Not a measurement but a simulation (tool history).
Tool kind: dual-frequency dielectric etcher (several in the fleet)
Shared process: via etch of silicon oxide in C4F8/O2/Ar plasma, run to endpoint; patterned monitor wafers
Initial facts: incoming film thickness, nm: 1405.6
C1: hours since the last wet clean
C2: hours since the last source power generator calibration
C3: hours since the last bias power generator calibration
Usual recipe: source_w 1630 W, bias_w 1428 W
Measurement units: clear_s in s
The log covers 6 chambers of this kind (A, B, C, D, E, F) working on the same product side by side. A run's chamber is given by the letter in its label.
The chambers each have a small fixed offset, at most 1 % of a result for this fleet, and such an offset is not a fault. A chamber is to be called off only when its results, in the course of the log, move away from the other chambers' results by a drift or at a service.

{"run": "1A", "hour": 8.1, "source_w": 1630, "bias_w": 1428, "C1": 112.5, "C2": 869.1, "C3": 2081.3, "clear_s": 330.53}
{"run": "2C", "hour": 15.5, "source_w": 1630, "bias_w": 1428, "C1": 406.2, "C2": 1469.5, "C3": 677.7, "clear_s": 332.11}
{"run": "3B", "hour": 20.7, "source_w": 1630, "bias_w": 1428, "C1": 237.7, "C2": 1150.4, "C3": 5509.9, "clear_s": 328.54}
{"run": "4F", "hour": 26.0, "source_w": 1630, "bias_w": 1428, "C1": 216.5, "C2": 468.6, "C3": 3198.9, "clear_s": 334.57}
{"run": "5D", "hour": 32.9, "source_w": 1630, "bias_w": 1428, "C1": 411.4, "C2": 2261.6, "C3": 2559.0, "clear_s": 331.89}
{"run": "6E", "hour": 42.2, "source_w": 1630, "bias_w": 1428, "C1": 195.2, "C2": 1590.8, "C3": 376.9, "clear_s": 328.8}
{"run": "7B", "hour": 47.8, "source_w": 1630, "bias_w": 1428, "C1": 264.8, "C2": 1177.5, "C3": 5537.0, "clear_s": 329.57}
{"run": "8C", "hour": 54.8, "source_w": 1630, "bias_w": 1305, "C1": 445.5, "C2": 1508.8, "C3": 717.0, "clear_s": 339.18}
{"run": "9A", "hour": 64.7, "source_w": 1630, "bias_w": 1305, "C1": 169.1, "C2": 925.7, "C3": 2137.9, "clear_s": 338.93}
{"run": "10D", "hour": 74.5, "source_w": 1630, "bias_w": 1305, "C1": 453.0, "C2": 2303.2, "C3": 2600.6, "clear_s": 337.11}
{"run": "11F", "hour": 85.1, "source_w": 1630, "bias_w": 1305, "C1": 275.6, "C2": 527.7, "C3": 3258.0, "clear_s": 343.95}
{"run": "12E", "hour": 94.9, "source_w": 1630, "bias_w": 1305, "C1": 247.9, "C2": 1643.5, "C3": 429.6, "clear_s": 335.89}
{"run": "13C", "hour": 104.6, "source_w": 1630, "bias_w": 1305, "C1": 495.3, "C2": 1558.6, "C3": 766.8, "clear_s": 340.94}
{"run": "14B", "hour": 110.3, "source_w": 1630, "bias_w": 1428, "C1": 327.3, "C2": 1240.0, "C3": 5599.5, "clear_s": 326.2}
{"run": "15D", "hour": 115.1, "source_w": 1630, "bias_w": 1428, "C1": 493.6, "C2": 2343.8, "C3": 2641.2, "clear_s": 327.53}
{"hour": 115.9, "done": "chamber C: wet clean of the chamber"}
{"run": "16F", "hour": 123.8, "source_w": 1970, "bias_w": 1739, "C1": 314.3, "C2": 566.4, "C3": 3296.7, "clear_s": 292.83}
{"run": "17A", "hour": 133.6, "source_w": 1970, "bias_w": 1739, "C1": 238.0, "C2": 994.6, "C3": 2206.8, "clear_s": 292.73}
{"hour": 133.8, "done": "chamber B: bias power generator calibrated"}
{"run": "18E", "hour": 139.0, "source_w": 1970, "bias_w": 1739, "C1": 292.0, "C2": 1687.6, "C3": 473.7, "clear_s": 289.3}
{"hour": 144.1, "done": "chamber B: wet clean of the chamber"}
{"run": "19B", "hour": 149.0, "source_w": 1970, "bias_w": 1739, "C1": 5.0, "C2": 1278.7, "C3": 15.2, "clear_s": 288.3}
{"run": "20C", "hour": 154.1, "source_w": 1970, "bias_w": 1739, "C1": 38.3, "C2": 1608.1, "C3": 816.3, "clear_s": 292.8}
{"run": "21A", "hour": 163.8, "source_w": 1970, "bias_w": 1739, "C1": 268.2, "C2": 1024.8, "C3": 2237.0, "clear_s": 290.92}
{"hour": 166.7, "done": "chamber E: wet clean of the chamber"}
{"run": "22D", "hour": 168.6, "source_w": 1630, "bias_w": 1428, "C1": 547.1, "C2": 2397.3, "C3": 2694.7, "clear_s": 332.09}
{"run": "23F", "hour": 178.4, "source_w": 1630, "bias_w": 1744, "C1": 368.9, "C2": 621.0, "C3": 3351.3, "clear_s": 315.22}
{"run": "24E", "hour": 183.6, "source_w": 1630, "bias_w": 1744, "C1": 17.0, "C2": 1732.2, "C3": 518.3, "clear_s": 313.28}
{"run": "25A", "hour": 188.6, "source_w": 1630, "bias_w": 1744, "C1": 293.0, "C2": 1049.6, "C3": 2261.8, "clear_s": 312.75}
{"run": "26F", "hour": 198.7, "source_w": 1630, "bias_w": 1744, "C1": 389.2, "C2": 641.3, "C3": 3371.6, "clear_s": 313.56}
{"run": "27E", "hour": 203.9, "source_w": 1630, "bias_w": 1744, "C1": 37.3, "C2": 1752.5, "C3": 538.6, "clear_s": 311.58}
{"run": "28C", "hour": 213.1, "source_w": 1630, "bias_w": 1744, "C1": 97.3, "C2": 1667.1, "C3": 875.3, "clear_s": 315.49}
{"run": "29D", "hour": 218.3, "source_w": 1630, "bias_w": 1428, "C1": 596.8, "C2": 2447.0, "C3": 2744.4, "clear_s": 333.75}
{"hour": 221.9, "done": "chamber F: bias power generator calibrated"}
{"run": "30B", "hour": 224.2, "source_w": 1630, "bias_w": 1428, "C1": 80.2, "C2": 1353.9, "C3": 90.4, "clear_s": 330.38}
{"run": "31D", "hour": 232.6, "source_w": 1630, "bias_w": 1428, "C1": 611.1, "C2": 2461.3, "C3": 2758.7, "clear_s": 332.53}
{"run": "32E", "hour": 238.5, "source_w": 1630, "bias_w": 1428, "C1": 71.9, "C2": 1787.1, "C3": 573.2, "clear_s": 329.8}
{"hour": 243.2, "done": "chamber D: wet clean of the chamber"}
{"run": "33C", "hour": 248.0, "source_w": 1630, "bias_w": 1428, "C1": 132.2, "C2": 1702.0, "C3": 910.2, "clear_s": 333.35}
{"run": "34A", "hour": 257.7, "source_w": 1630, "bias_w": 1428, "C1": 362.1, "C2": 1118.7, "C3": 2330.9, "clear_s": 330.98}
{"run": "35F", "hour": 267.3, "source_w": 1630, "bias_w": 1428, "C1": 457.8, "C2": 709.9, "C3": 45.5, "clear_s": 335.75}
{"run": "36B", "hour": 271.9, "source_w": 1630, "bias_w": 1428, "C1": 127.9, "C2": 1401.6, "C3": 138.1, "clear_s": 325.84}
{"run": "37F", "hour": 280.5, "source_w": 1630, "bias_w": 1428, "C1": 471.0, "C2": 723.1, "C3": 58.7, "clear_s": 330.88}
{"run": "38E", "hour": 289.3, "source_w": 1630, "bias_w": 1428, "C1": 122.7, "C2": 1837.9, "C3": 624.0, "clear_s": 330.75}
{"run": "39D", "hour": 296.9, "source_w": 1390, "bias_w": 1603, "C1": 53.8, "C2": 2525.6, "C3": 2823.0, "clear_s": 340.08}
{"run": "40A", "hour": 307.4, "source_w": 1390, "bias_w": 1603, "C1": 411.8, "C2": 1168.4, "C3": 2380.6, "clear_s": 339.75}

Predict what each chamber gives when all 6 of them run the settings below next.
{"run": "41A", "hour": 314.9, "source_w": 1630, "bias_w": 1428, "clear_s": "?"}
{"run": "41B", "hour": 314.9, "source_w": 1630, "bias_w": 1428, "clear_s": "?"}
{"run": "41C", "hour": 314.9, "source_w": 1630, "bias_w": 1428, "clear_s": "?"}
{"run": "41D", "hour": 314.9, "source_w": 1630, "bias_w": 1428, "clear_s": "?"}
{"run": "41E", "hour": 314.9, "source_w": 1630, "bias_w": 1428, "clear_s": "?"}
{"run": "41F", "hour": 314.9, "source_w": 1630, "bias_w": 1428, "clear_s": "?"}

run=41A clear_s=331.08
run=41B clear_s=332.53
run=41C clear_s=331.33
run=41D clear_s=325.58
run=41E clear_s=328.31
run=41F clear_s=332.05
